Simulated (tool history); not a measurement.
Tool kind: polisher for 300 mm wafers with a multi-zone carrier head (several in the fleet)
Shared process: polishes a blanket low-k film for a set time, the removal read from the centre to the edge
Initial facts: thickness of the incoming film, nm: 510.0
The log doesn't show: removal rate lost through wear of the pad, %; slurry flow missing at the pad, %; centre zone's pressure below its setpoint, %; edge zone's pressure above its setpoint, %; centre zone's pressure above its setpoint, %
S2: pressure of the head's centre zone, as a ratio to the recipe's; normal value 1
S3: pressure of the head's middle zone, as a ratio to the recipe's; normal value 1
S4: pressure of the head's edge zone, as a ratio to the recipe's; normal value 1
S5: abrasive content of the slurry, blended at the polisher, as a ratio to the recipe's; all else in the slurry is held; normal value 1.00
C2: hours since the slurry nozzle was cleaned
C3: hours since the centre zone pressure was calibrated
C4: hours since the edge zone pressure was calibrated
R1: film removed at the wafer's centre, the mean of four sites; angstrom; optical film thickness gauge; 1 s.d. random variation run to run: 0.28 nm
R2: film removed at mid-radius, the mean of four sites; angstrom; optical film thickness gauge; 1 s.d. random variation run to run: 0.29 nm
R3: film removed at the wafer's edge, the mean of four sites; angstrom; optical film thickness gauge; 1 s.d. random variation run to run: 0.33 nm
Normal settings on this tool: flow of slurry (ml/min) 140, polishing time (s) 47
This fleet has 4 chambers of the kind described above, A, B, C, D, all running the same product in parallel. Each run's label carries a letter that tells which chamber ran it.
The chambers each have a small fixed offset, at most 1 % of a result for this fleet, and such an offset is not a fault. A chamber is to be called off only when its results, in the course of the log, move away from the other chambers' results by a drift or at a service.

Run 1B, hour 5.2: usual settings; wafers polished on this pad 1157; C2 50.0; C3 145.9; C4 464.2. Result: R1 325.66 angstrom, R2 324.52 angstrom, R3 324.82 angstrom.
Run 2C, hour 8.8: usual settings; wafers polished on this pad 1102; C2 351.1; C3 890.9; C4 143.6. Result: R1 321.16 angstrom, R2 327.73 angstrom, R3 321.21 angstrom.
At hour 9.7: chamber C: worn pad replaced by a new one.
Run 3A, hour 12.6: usual settings; wafers polished on this pad 542; C2 77.3; C3 914.2; C4 1529.6. Result: R1 322.61 angstrom, R2 323.09 angstrom, R3 313.86 angstrom.
Run 4D, hour 17.0: usual settings; wafers polished on this pad 860; C2 108.4; C3 335.8; C4 814.9. Result: R1 329.85 angstrom, R2 320.76 angstrom, R3 317.87 angstrom.
Run 5D, hour 20.1: usual settings; wafers polished on this pad 895; C2 111.5; C3 338.9; C4 818.0. Result: R1 322.87 angstrom, R2 315.50 angstrom, R3 323.79 angstrom.
Run 6B, hour 25.0: usual settings; wafers polished on this pad 1380; C2 69.8; C3 165.7; C4 484.0. Result: R1 316.76 angstrom, R2 321.16 angstrom, R3 328.31 angstrom.
Run 7C, hour 30.4: usual settings; wafers polished on this pad 233; C2 372.7; C3 912.5; C4 165.2. Result: R1 323.79 angstrom, R2 326.34 angstrom, R3 321.37 angstrom.
At hour 31.1: chamber D: worn pad replaced by a new one.
Run 8A, hour 33.8: usual settings; wafers polished on this pad 780; C2 98.5; C3 935.4; C4 1550.8. Result: R1 318.02 angstrom, R2 318.92 angstrom, R3 319.63 angstrom.
Run 9D, hour 40.3: usual settings; wafers polished on this pad 104; C2 131.7; C3 359.1; C4 838.2. Result: R1 316.58 angstrom, R2 325.98 angstrom, R3 317.51 angstrom.
Run 10B, hour 44.4: usual settings; wafers polished on this pad 1598; C2 89.2; C3 185.1; C4 503.4. Result: R1 321.10 angstrom, R2 322.99 angstrom, R3 321.08 angstrom.
At hour 45.2: chamber B: worn pad replaced by a new one.
Run 11C, hour 48.7: usual settings; wafers polished on this pad 439; C2 391.0; C3 930.8; C4 183.5. Result: R1 324.20 angstrom, R2 323.96 angstrom, R3 319.29 angstrom.
Run 12A, hour 54.9: usual settings; wafers polished on this pad 1018; C2 119.6; C3 956.5; C4 1571.9. Result: R1 316.71 angstrom, R2 322.54 angstrom, R3 311.77 angstrom.
Run 13A, hour 60.4: usual settings; wafers polished on this pad 1080; C2 125.1; C3 962.0; C4 1577.4. Result: R1 316.53 angstrom, R2 317.73 angstrom, R3 311.14 angstrom.
Run 14B, hour 64.4: usual settings but S5 0.75; wafers polished on this pad 216; C2 109.2; C3 205.1; C4 523.4. Result: R1 279.39 angstrom, R2 281.06 angstrom, R3 282.02 angstrom.
Run 15C, hour 70.1: usual settings but S5 0.75; wafers polished on this pad 679; C2 412.4; C3 952.2; C4 204.9. Result: R1 283.43 angstrom, R2 279.98 angstrom, R3 279.94 angstrom.
Run 16D, hour 75.5: usual settings but S5 0.75; wafers polished on this pad 500; C2 166.9; C3 394.3; C4 873.4. Result: R1 279.70 angstrom, R2 275.79 angstrom, R3 286.46 angstrom.
At hour 76.4: chamber B: edge zone pressure recalibrated.
Run 17D, hour 79.7: usual settings but S5 0.75; wafers polished on this pad 547; C2 171.1; C3 398.5; C4 877.6. Result: R1 283.06 angstrom, R2 277.13 angstrom, R3 280.41 angstrom.
Run 18C, hour 85.8: usual settings; wafers polished on this pad 856; C2 428.1; C3 967.9; C4 220.6. Result: R1 331.38 angstrom, R2 324.28 angstrom, R3 324.24 angstrom.
Run 19B, hour 89.9: usual settings but polishing time (s) 33; wafers polished on this pad 503; C2 134.7; C3 230.6; C4 13.5. Result: R1 227.20 angstrom, R2 226.40 angstrom, R3 227.80 angstrom.
Run 20A, hour 94.2: usual settings but polishing time (s) 33; wafers polished on this pad 1460; C2 158.9; C3 995.8; C4 1611.2. Result: R1 213.30 angstrom, R2 219.20 angstrom, R3 212.94 angstrom.
Run 21A, hour 98.7: usual settings but polishing time (s) 33; wafers polished on this pad 1510; C2 163.4; C3 1000.3; C4 1615.7. Result: R1 214.30 angstrom, R2 214.85 angstrom, R3 212.53 angstrom.
Run 22D, hour 102.3: usual settings but polishing time (s) 33; wafers polished on this pad 801; C2 193.7; C3 421.1; C4 900.2. Result: R1 225.83 angstrom, R2 220.21 angstrom, R3 226.17 angstrom.
Run 23B, hour 108.5: usual settings but S5 0.90; wafers polished on this pad 712; C2 153.3; C3 249.2; C4 32.1. Result: R1 308.65 angstrom, R2 303.62 angstrom, R3 300.43 angstrom.
At hour 108.6: chamber C: worn pad replaced by a new one.
At hour 109.9: chamber D: worn pad replaced by a new one.
Run 24C, hour 113.8: usual settings but S5 0.90; wafers polished on this pad 59; C2 456.1; C3 995.9; C4 248.6. Result: R1 309.00 angstrom, R2 305.51 angstrom, R3 307.18 angstrom.
Run 25C, hour 118.1: usual settings but S5 0.90; wafers polished on this pad 107; C2 460.4; C3 1000.2; C4 252.9. Result: R1 300.98 angstrom, R2 307.18 angstrom, R3 307.73 angstrom.
Run 26D, hour 123.1: usual settings but S5 0.90; wafers polished on this pad 149; C2 214.5; C3 441.9; C4 921.0. Result: R1 306.07 angstrom, R2 301.67 angstrom, R3 305.40 angstrom.

Each of the 4 chambers runs these same settings next. Fill in every chamber's results:
Run 27A, hour 127.9: usual settings. Result: R1 ?, R2 ?, R3 ?.
Run 27B, hour 127.9: usual settings. Result: R1 ?, R2 ?, R3 ?.
Run 27C, hour 127.9: usual settings. Result: R1 ?, R2 ?, R3 ?.
Run 27D, hour 127.9: usual settings. Result: R1 ?, R2 ?, R3 ?.

run      R1      R2      R3
27A  304.30  296.72  295.77
27B  327.84  323.15  315.73
27C  324.71  320.48  329.81
27D  319.38  322.17  328.74
